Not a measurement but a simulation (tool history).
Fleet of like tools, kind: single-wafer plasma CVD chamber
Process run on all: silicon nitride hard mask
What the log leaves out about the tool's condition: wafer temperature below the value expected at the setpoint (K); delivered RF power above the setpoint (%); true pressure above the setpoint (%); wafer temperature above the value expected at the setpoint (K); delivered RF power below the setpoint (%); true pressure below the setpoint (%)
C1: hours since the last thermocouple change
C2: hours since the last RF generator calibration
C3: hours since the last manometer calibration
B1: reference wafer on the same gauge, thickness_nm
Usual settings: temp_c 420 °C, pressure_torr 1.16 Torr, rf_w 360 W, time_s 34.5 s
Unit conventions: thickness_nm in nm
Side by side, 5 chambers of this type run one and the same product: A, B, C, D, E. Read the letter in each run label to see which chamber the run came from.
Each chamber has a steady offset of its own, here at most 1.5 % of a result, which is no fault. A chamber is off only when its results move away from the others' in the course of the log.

run 1D hour=2.1 | temp_c=420 pressure_torr=1.16 rf_w=360 time_s=34.5 | C1=1254.6 C2=2066.4 C3=43.1 | B1=32.597 | thickness_nm=40.562
-- hour=5.5 chamber E: thermocouple changed; heater temperature recalibrated
run 2C hour=6.9 | temp_c=420 pressure_torr=1.16 rf_w=360 time_s=34.5 | C1=495.2 C2=345.4 C3=1525.3 | B1=32.611 | thickness_nm=40.51
run 3E hour=10.8 | temp_c=420 pressure_torr=1.16 rf_w=360 time_s=34.5 | C1=5.4 C2=1914 C3=565.3 | B1=32.614 | thickness_nm=40.065
run 4B hour=14.2 | temp_c=420 pressure_torr=1.16 rf_w=360 time_s=34.5 | C1=1615.7 C2=368.9 C3=2217.2 | B1=32.622 | thickness_nm=40.087
run 5A hour=18.1 | temp_c=420 pressure_torr=1.16 rf_w=360 time_s=34.5 | C1=2834.1 C2=792.7 C3=163.3 | B1=32.62 | thickness_nm=39.707
run 6D hour=22.7 | temp_c=420 pressure_torr=1.16 rf_w=360 time_s=34.5 | C1=1275.2 C2=2087 C3=63.7 | B1=32.639 | thickness_nm=40.512
run 7C hour=25.9 | temp_c=420 pressure_torr=1.16 rf_w=360 time_s=34.5 | C1=514.2 C2=364.4 C3=1544.3 | B1=32.625 | thickness_nm=40.525
run 8A hour=30.3 | temp_c=420 pressure_torr=1.16 rf_w=360 time_s=34.5 | C1=2846.3 C2=804.9 C3=175.5 | B1=32.651 | thickness_nm=39.728
run 9B hour=35 | temp_c=420 pressure_torr=1.16 rf_w=415 time_s=37.7 | C1=1636.5 C2=389.7 C3=2238 | B1=32.658 | thickness_nm=48.059
-- hour=37.7 chamber A: thermocouple changed; heater temperature recalibrated
run 10E hour=38 | temp_c=420 pressure_torr=1.16 rf_w=415 time_s=37.7 | C1=32.6 C2=1941.2 C3=592.5 | B1=32.662 | thickness_nm=47.945
run 11B hour=42.2 | temp_c=420 pressure_torr=1.16 rf_w=415 time_s=37.7 | C1=1643.7 C2=396.9 C3=2245.2 | B1=32.655 | thickness_nm=47.814
run 12D hour=45.4 | temp_c=420 pressure_torr=1.16 rf_w=415 time_s=37.7 | C1=1297.9 C2=2109.7 C3=86.4 | B1=32.657 | thickness_nm=48.419
run 13A hour=49.3 | temp_c=420 pressure_torr=1.16 rf_w=415 time_s=37.7 | C1=11.7 C2=823.9 C3=194.5 | B1=32.68 | thickness_nm=47.579
run 14C hour=53.9 | temp_c=420 pressure_torr=1.16 rf_w=360 time_s=34.5 | C1=542.2 C2=392.4 C3=1572.3 | B1=32.671 | thickness_nm=40.599
run 15E hour=58.4 | temp_c=420 pressure_torr=1.16 rf_w=360 time_s=34.5 | C1=53 C2=1961.6 C3=612.9 | B1=32.678 | thickness_nm=40.329
run 16C hour=60.7 | temp_c=420 pressure_torr=1.16 rf_w=360 time_s=34.5 | C1=549 C2=399.2 C3=1579.1 | B1=32.693 | thickness_nm=40.599
run 17B hour=64.7 | temp_c=420 pressure_torr=1.16 rf_w=360 time_s=34.5 | C1=1666.2 C2=419.4 C3=2267.7 | B1=32.695 | thickness_nm=40.149
run 18D hour=68.2 | temp_c=420 pressure_torr=1.16 rf_w=360 time_s=34.5 | C1=1320.7 C2=2132.5 C3=109.2 | B1=32.702 | thickness_nm=40.552
run 19A hour=72.6 | temp_c=420 pressure_torr=1.26 rf_w=360 time_s=34.5 | C1=35 C2=847.2 C3=217.8 | B1=32.703 | thickness_nm=40.94
run 20E hour=75.8 | temp_c=420 pressure_torr=1.26 rf_w=360 time_s=34.5 | C1=70.4 C2=1979 C3=630.3 | B1=32.699 | thickness_nm=41.225
run 21C hour=78.5 | temp_c=420 pressure_torr=1.26 rf_w=360 time_s=34.5 | C1=566.8 C2=417 C3=1596.9 | B1=32.727 | thickness_nm=41.605
run 22D hour=82.8 | temp_c=420 pressure_torr=1.26 rf_w=360 time_s=34.5 | C1=1335.3 C2=2147.1 C3=123.8 | B1=32.718 | thickness_nm=41.623
run 23A hour=86.6 | temp_c=420 pressure_torr=1.26 rf_w=360 time_s=34.5 | C1=49 C2=861.2 C3=231.8 | B1=32.723 | thickness_nm=40.862
-- hour=89.8 chamber B: capacitance manometer re-zeroed and calibrated
run 24B hour=90.8 | temp_c=420 pressure_torr=1.16 rf_w=360 time_s=34.5 | C1=1692.3 C2=445.5 C3=1 | B1=32.732 | thickness_nm=40.162
run 25E hour=95.4 | temp_c=420 pressure_torr=1.16 rf_w=360 time_s=34.5 | C1=90 C2=1998.6 C3=649.9 | B1=32.738 | thickness_nm=40.25
run 26E hour=98.7 | temp_c=420 pressure_torr=1.16 rf_w=360 time_s=34.5 | C1=93.3 C2=2001.9 C3=653.2 | B1=32.725 | thickness_nm=40.258
run 27D hour=103.4 | temp_c=420 pressure_torr=1.16 rf_w=360 time_s=34.5 | C1=1355.9 C2=2167.7 C3=144.4 | B1=32.739 | thickness_nm=40.604
run 28A hour=105.5 | temp_c=420 pressure_torr=1.16 rf_w=360 time_s=34.5 | C1=67.9 C2=880.1 C3=250.7 | B1=32.764 | thickness_nm=39.882
run 29B hour=109.7 | temp_c=420 pressure_torr=1.16 rf_w=360 time_s=34.5 | C1=1711.2 C2=464.4 C3=19.9 | B1=32.745 | thickness_nm=40.262
run 30C hour=113.6 | temp_c=420 pressure_torr=1.16 rf_w=360 time_s=34.5 | C1=601.9 C2=452.1 C3=1632 | B1=32.764 | thickness_nm=40.688
run 31A hour=118 | temp_c=420 pressure_torr=1.16 rf_w=360 time_s=34.5 | C1=80.4 C2=892.6 C3=263.2 | B1=32.773 | thickness_nm=39.794
run 32B hour=120.5 | temp_c=420 pressure_torr=1.16 rf_w=360 time_s=34.5 | C1=1722 C2=475.2 C3=30.7 | B1=32.789 | thickness_nm=40.39
run 33E hour=124 | temp_c=420 pressure_torr=1.16 rf_w=360 time_s=34.5 | C1=118.6 C2=2027.2 C3=678.5 | B1=32.765 | thickness_nm=40.276
run 34C hour=127 | temp_c=420 pressure_torr=1.16 rf_w=360 time_s=34.5 | C1=615.3 C2=465.5 C3=1645.4 | B1=32.784 | thickness_nm=40.706
run 35D hour=129.7 | temp_c=420 pressure_torr=1.16 rf_w=360 time_s=34.5 | C1=1382.2 C2=2194 C3=170.7 | B1=32.792 | thickness_nm=40.614
run 36B hour=132.9 | temp_c=420 pressure_torr=1.16 rf_w=360 time_s=34.5 | C1=1734.4 C2=487.6 C3=43.1 | B1=32.796 | thickness_nm=40.346
run 37D hour=135.3 | temp_c=420 pressure_torr=1.16 rf_w=360 time_s=34.5 | C1=1387.8 C2=2199.6 C3=176.3 | B1=32.782 | thickness_nm=40.802
run 38A hour=139.6 | temp_c=420 pressure_torr=1.16 rf_w=360 time_s=34.5 | C1=102 C2=914.2 C3=284.8 | B1=32.81 | thickness_nm=39.924
run 39C hour=142.8 | temp_c=420 pressure_torr=1.16 rf_w=360 time_s=34.5 | C1=631.1 C2=481.3 C3=1661.2 | B1=32.8 | thickness_nm=40.725
run 40E hour=147.2 | temp_c=420 pressure_torr=1.16 rf_w=360 time_s=34.5 | C1=141.8 C2=2050.4 C3=701.7 | B1=32.808 | thickness_nm=40.395

The same settings go to every chamber for the next run, one line per chamber below. Forecast the results for each:
run 41A hour=150.6 | temp_c=420 pressure_torr=1.16 rf_w=310 time_s=34.5 | thickness_nm=?
run 41B hour=150.6 | temp_c=420 pressure_torr=1.16 rf_w=310 time_s=34.5 | thickness_nm=?
run 41C hour=150.6 | temp_c=420 pressure_torr=1.16 rf_w=310 time_s=34.5 | thickness_nm=?
run 41D hour=150.6 | temp_c=420 pressure_torr=1.16 rf_w=310 time_s=34.5 | thickness_nm=?
run 41E hour=150.6 | temp_c=420 pressure_torr=1.16 rf_w=310 time_s=34.5 | thickness_nm=?

run=41A thickness_nm=36.334
run=41B thickness_nm=36.653
run=41C thickness_nm=36.987
run=41D thickness_nm=36.854
run=41E thickness_nm=36.529

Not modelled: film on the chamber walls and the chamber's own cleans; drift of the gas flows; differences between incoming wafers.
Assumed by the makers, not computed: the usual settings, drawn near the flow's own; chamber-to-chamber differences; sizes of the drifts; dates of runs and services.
